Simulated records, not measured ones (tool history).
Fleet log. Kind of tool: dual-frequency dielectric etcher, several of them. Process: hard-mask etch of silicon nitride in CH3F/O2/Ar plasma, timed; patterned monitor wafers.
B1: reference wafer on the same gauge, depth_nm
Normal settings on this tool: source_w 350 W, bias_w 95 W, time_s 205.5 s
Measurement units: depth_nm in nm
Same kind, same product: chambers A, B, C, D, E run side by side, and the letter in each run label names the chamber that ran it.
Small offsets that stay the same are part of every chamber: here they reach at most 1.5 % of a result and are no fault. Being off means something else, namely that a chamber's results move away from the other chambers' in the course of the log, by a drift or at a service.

run 1E hour=12.4 | source_w=350 bias_w=95 time_s=205.5 | B1=158.01 | depth_nm=150.42
run 2B hour=20.2 | source_w=350 bias_w=95 time_s=205.5 | B1=158.08 | depth_nm=150.34
run 3A hour=31.9 | source_w=350 bias_w=95 time_s=205.5 | B1=158.03 | depth_nm=151.84
run 4C hour=39.2 | source_w=350 bias_w=95 time_s=205.5 | B1=157.94 | depth_nm=151.04
run 5D hour=50.2 | source_w=350 bias_w=95 time_s=205.5 | B1=157.98 | depth_nm=152.39
run 6E hour=59.2 | source_w=350 bias_w=95 time_s=205.5 | B1=158.02 | depth_nm=150.03
run 7B hour=69.5 | source_w=310 bias_w=95 time_s=205.5 | B1=158.05 | depth_nm=144.03
run 8C hour=76.3 | source_w=310 bias_w=95 time_s=205.5 | B1=158.01 | depth_nm=144.69
run 9A hour=85.8 | source_w=310 bias_w=95 time_s=205.5 | B1=157.84 | depth_nm=146.06
run 10D hour=99.0 | source_w=310 bias_w=95 time_s=205.5 | B1=158.01 | depth_nm=145.90
run 11B hour=113.0 | source_w=310 bias_w=95 time_s=205.5 | B1=157.92 | depth_nm=144.57
run 12E hour=125.3 | source_w=350 bias_w=95 time_s=205.5 | B1=158.06 | depth_nm=149.12
run 13D hour=140.2 | source_w=350 bias_w=95 time_s=205.5 | B1=157.90 | depth_nm=152.84
-- hour=144.2 chamber B: wet clean of the chamber
run 14C hour=147.5 | source_w=350 bias_w=103 time_s=205.5 | B1=158.03 | depth_nm=156.31
run 15A hour=158.0 | source_w=350 bias_w=103 time_s=205.5 | B1=158.03 | depth_nm=156.91
run 16E hour=168.3 | source_w=350 bias_w=103 time_s=205.5 | B1=158.00 | depth_nm=154.38
run 17A hour=177.2 | source_w=350 bias_w=103 time_s=205.5 | B1=157.98 | depth_nm=157.33
run 18D hour=184.7 | source_w=350 bias_w=103 time_s=205.5 | B1=158.08 | depth_nm=156.76
run 19B hour=191.3 | source_w=350 bias_w=95 time_s=205.5 | B1=158.06 | depth_nm=150.52
run 20C hour=200.9 | source_w=350 bias_w=95 time_s=205.5 | B1=157.94 | depth_nm=151.56
run 21C hour=210.9 | source_w=350 bias_w=95 time_s=205.5 | B1=158.06 | depth_nm=149.97
run 22D hour=218.0 | source_w=350 bias_w=95 time_s=205.5 | B1=158.04 | depth_nm=150.41
run 23E hour=226.1 | source_w=350 bias_w=95 time_s=205.5 | B1=158.01 | depth_nm=150.19
-- hour=235.3 chamber E: wet clean of the chamber
run 24A hour=240.8 | source_w=350 bias_w=95 time_s=205.5 | B1=158.13 | depth_nm=152.38
run 25B hour=250.9 | source_w=350 bias_w=95 time_s=205.5 | B1=158.02 | depth_nm=151.65
run 26C hour=257.6 | source_w=350 bias_w=95 time_s=205.5 | B1=157.84 | depth_nm=150.92
run 27A hour=264.9 | source_w=350 bias_w=95 time_s=205.5 | B1=157.94 | depth_nm=151.24
run 28B hour=274.4 | source_w=350 bias_w=95 time_s=205.5 | B1=157.88 | depth_nm=150.38
run 29E hour=287.7 | source_w=350 bias_w=84 time_s=255.0 | B1=157.98 | depth_nm=177.89
run 30D hour=301.3 | source_w=350 bias_w=84 time_s=255.0 | B1=157.97 | depth_nm=176.49
-- hour=309.7 chamber A: wet clean of the chamber
run 31A hour=313.2 | source_w=350 bias_w=84 time_s=255.0 | B1=158.04 | depth_nm=182.28
run 32B hour=323.2 | source_w=350 bias_w=84 time_s=255.0 | B1=158.07 | depth_nm=178.18
run 33C hour=333.5 | source_w=350 bias_w=84 time_s=255.0 | B1=158.02 | depth_nm=179.09
run 34D hour=341.7 | source_w=350 bias_w=95 time_s=205.5 | B1=158.10 | depth_nm=147.98
run 35E hour=354.1 | source_w=350 bias_w=95 time_s=205.5 | B1=157.93 | depth_nm=149.19

All 5 chambers run these settings next. Forecast each chamber's results:
run 36A hour=365.0 | source_w=350 bias_w=84 time_s=205.5 | depth_nm=?
run 36B hour=365.0 | source_w=350 bias_w=84 time_s=205.5 | depth_nm=?
run 36C hour=365.0 | source_w=350 bias_w=84 time_s=205.5 | depth_nm=?
run 36D hour=365.0 | source_w=350 bias_w=84 time_s=205.5 | depth_nm=?
run 36E hour=365.0 | source_w=350 bias_w=84 time_s=205.5 | depth_nm=?

run=36A depth_nm=146.10
run=36B depth_nm=143.78
run=36C depth_nm=145.04
run=36D depth_nm=141.52
run=36E depth_nm=143.07
